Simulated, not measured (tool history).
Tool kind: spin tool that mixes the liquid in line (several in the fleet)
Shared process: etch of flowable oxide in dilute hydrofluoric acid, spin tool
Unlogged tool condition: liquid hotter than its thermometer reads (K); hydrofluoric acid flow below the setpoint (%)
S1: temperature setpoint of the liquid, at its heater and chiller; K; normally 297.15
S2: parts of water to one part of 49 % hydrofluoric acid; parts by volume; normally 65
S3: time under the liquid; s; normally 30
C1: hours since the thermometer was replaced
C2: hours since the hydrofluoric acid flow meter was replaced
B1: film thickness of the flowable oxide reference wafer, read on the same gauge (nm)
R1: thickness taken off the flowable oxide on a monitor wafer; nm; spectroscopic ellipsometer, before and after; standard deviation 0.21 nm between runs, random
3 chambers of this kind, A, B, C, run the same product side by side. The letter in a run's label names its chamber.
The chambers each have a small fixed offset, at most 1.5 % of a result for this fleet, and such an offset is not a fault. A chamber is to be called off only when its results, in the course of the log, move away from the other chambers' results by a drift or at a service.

Run 1B, hour 3.4: usual settings; C1 628.4; C2 202.2; B1 120.03. Result: R1 23.776 nm.
Run 2C, hour 6.5: usual settings; C1 731.1; C2 379.9; B1 119.97. Result: R1 23.739 nm.
Run 3A, hour 11: usual settings; C1 1673; C2 960.1; B1 120.01. Result: R1 23.464 nm.
Run 4B, hour 14.2: usual settings; C1 639.2; C2 213; B1 120. Result: R1 23.631 nm.
Run 5A, hour 18.8: usual settings; C1 1680.8; C2 967.9; B1 119.99. Result: R1 23.295 nm.
Run 6C, hour 22.1: usual settings; C1 746.7; C2 395.5; B1 119.99. Result: R1 23.483 nm.
Run 7B, hour 27.7: usual settings; C1 652.7; C2 226.5; B1 120. Result: R1 23.192 nm.
Run 8A, hour 31.2: usual settings; C1 1693.2; C2 980.3; B1 119.99. Result: R1 23.248 nm.
Run 9C, hour 37.9: usual settings; C1 762.5; C2 411.3; B1 119.98. Result: R1 23.629 nm.
Run 10B, hour 42.2: usual settings; C1 667.2; C2 241; B1 120. Result: R1 23.278 nm.
Run 11C, hour 45.4: usual settings; C1 770; C2 418.8; B1 119.97. Result: R1 24.062 nm.
Run 12A, hour 50.3: usual settings; C1 1712.3; C2 999.4; B1 120.01. Result: R1 23.614 nm.
Run 13A, hour 56.7: usual settings; C1 1718.7; C2 1005.8; B1 120. Result: R1 23.411 nm.
Run 14C, hour 63.4: usual settings; C1 788; C2 436.8; B1 119.99. Result: R1 23.502 nm.
Run 15B, hour 69.3: usual settings but S1 295.65 K; C1 694.3; C2 268.1; B1 119.92. Result: R1 21.613 nm.
Run 16B, hour 72.3: usual settings but S1 295.65 K; C1 697.3; C2 271.1; B1 120. Result: R1 21.735 nm.
Run 17A, hour 76.7: usual settings but S1 295.65 K; C1 1738.7; C2 1025.8; B1 119.98. Result: R1 21.871 nm.
Run 18C, hour 80.7: usual settings; C1 805.3; C2 454.1; B1 120.01. Result: R1 23.829 nm.
Run 19B, hour 86.8: usual settings but S1 300.65 K; C1 711.8; C2 285.6; B1 120. Result: R1 26.026 nm.
Run 20A, hour 93.4: usual settings but S1 300.65 K; C1 1755.4; C2 1042.5; B1 119.97. Result: R1 27.294 nm.
Run 21C, hour 98.4: usual settings but S1 300.65 K; C1 823; C2 471.8; B1 119.98. Result: R1 27.058 nm.
Run 22C, hour 103.6: usual settings; C1 828.2; C2 477; B1 119.97. Result: R1 23.224 nm.
Run 23B, hour 106.7: usual settings; C1 731.7; C2 305.5; B1 120.02. Result: R1 22.168 nm.
Run 24A, hour 110.1: usual settings; C1 1772.1; C2 1059.2; B1 119.98. Result: R1 23.332 nm.
Run 25C, hour 115.4: usual settings; C1 840; C2 488.8; B1 120.02. Result: R1 23.491 nm.
Run 26B, hour 118.7: usual settings; C1 743.7; C2 317.5; B1 120.01. Result: R1 22.036 nm.
Run 27A, hour 121.8: usual settings but S2 90 parts by volume, S3 45 s; C1 1783.8; C2 1070.9; B1 120.02. Result: R1 24.12 nm.
Run 28B, hour 126.7: usual settings but S2 90 parts by volume, S3 45 s; C1 751.7; C2 325.5; B1 120.04. Result: R1 23.17 nm.
Run 29A, hour 130.1: usual settings but S2 90 parts by volume, S3 45 s; C1 1792.1; C2 1079.2; B1 120.02. Result: R1 24.777 nm.
Run 30C, hour 135.7: usual settings; C1 860.3; C2 509.1; B1 119.99. Result: R1 23.523 nm.
Run 31B, hour 139.9: usual settings; C1 764.9; C2 338.7; B1 119.99. Result: R1 22.001 nm.
Run 32C, hour 145.3: usual settings; C1 869.9; C2 518.7; B1 120. Result: R1 23.672 nm.
Run 33A, hour 151.2: usual settings; C1 1813.2; C2 1100.3; B1 120.02. Result: R1 23.156 nm.
Run 34A, hour 156: usual settings; C1 1818; C2 1105.1; B1 119.98. Result: R1 23.422 nm.
Run 35C, hour 162.5: usual settings; C1 887.1; C2 535.9; B1 120.02. Result: R1 23.583 nm.

Decide between three cases: one chamber stands off from its peers, the gauge reading all wafers drifts, or nothing is wrong past each chamber's small offset. Where a chamber is off, say which and what most likely put it there.

It is chamber B that slowly wanders off from its peers.
What lies behind it: hydrofluoric acid flow below the setpoint (%) = 7.55.
From this log alone, it may not be told apart from: liquid colder than its thermometer reads (K).

Here are 4 candidates for chamber B's next run, each the usual settings with a change, their results left as question marks. Which one brings its results back in line with what the others give on the usual settings?
Counts as in line when no further than this from what the other chambers average on the usual settings: R1 0.73 nm
Run 36B-1, hour 167.4: usual settings but S2 60 parts by volume. Result: R1 ?.
Run 36B-2, hour 167.4: usual settings but S1 297.65 K. Result: R1 ?.
Run 36B-3, hour 167.4: usual settings but S1 296.65 K. Result: R1 ?.
Run 36B-4, hour 167.4: usual settings but S2 70 parts by volume. Result: R1 ?.

Usual-settings mean across the other chambers: R1 23.491 nm
  run      R1
36B-1  23.514
36B-2  22.001
36B-3  21.127
36B-4  19.887
36B-1 is the one that brings the chamber's results back in line with the other chambers.
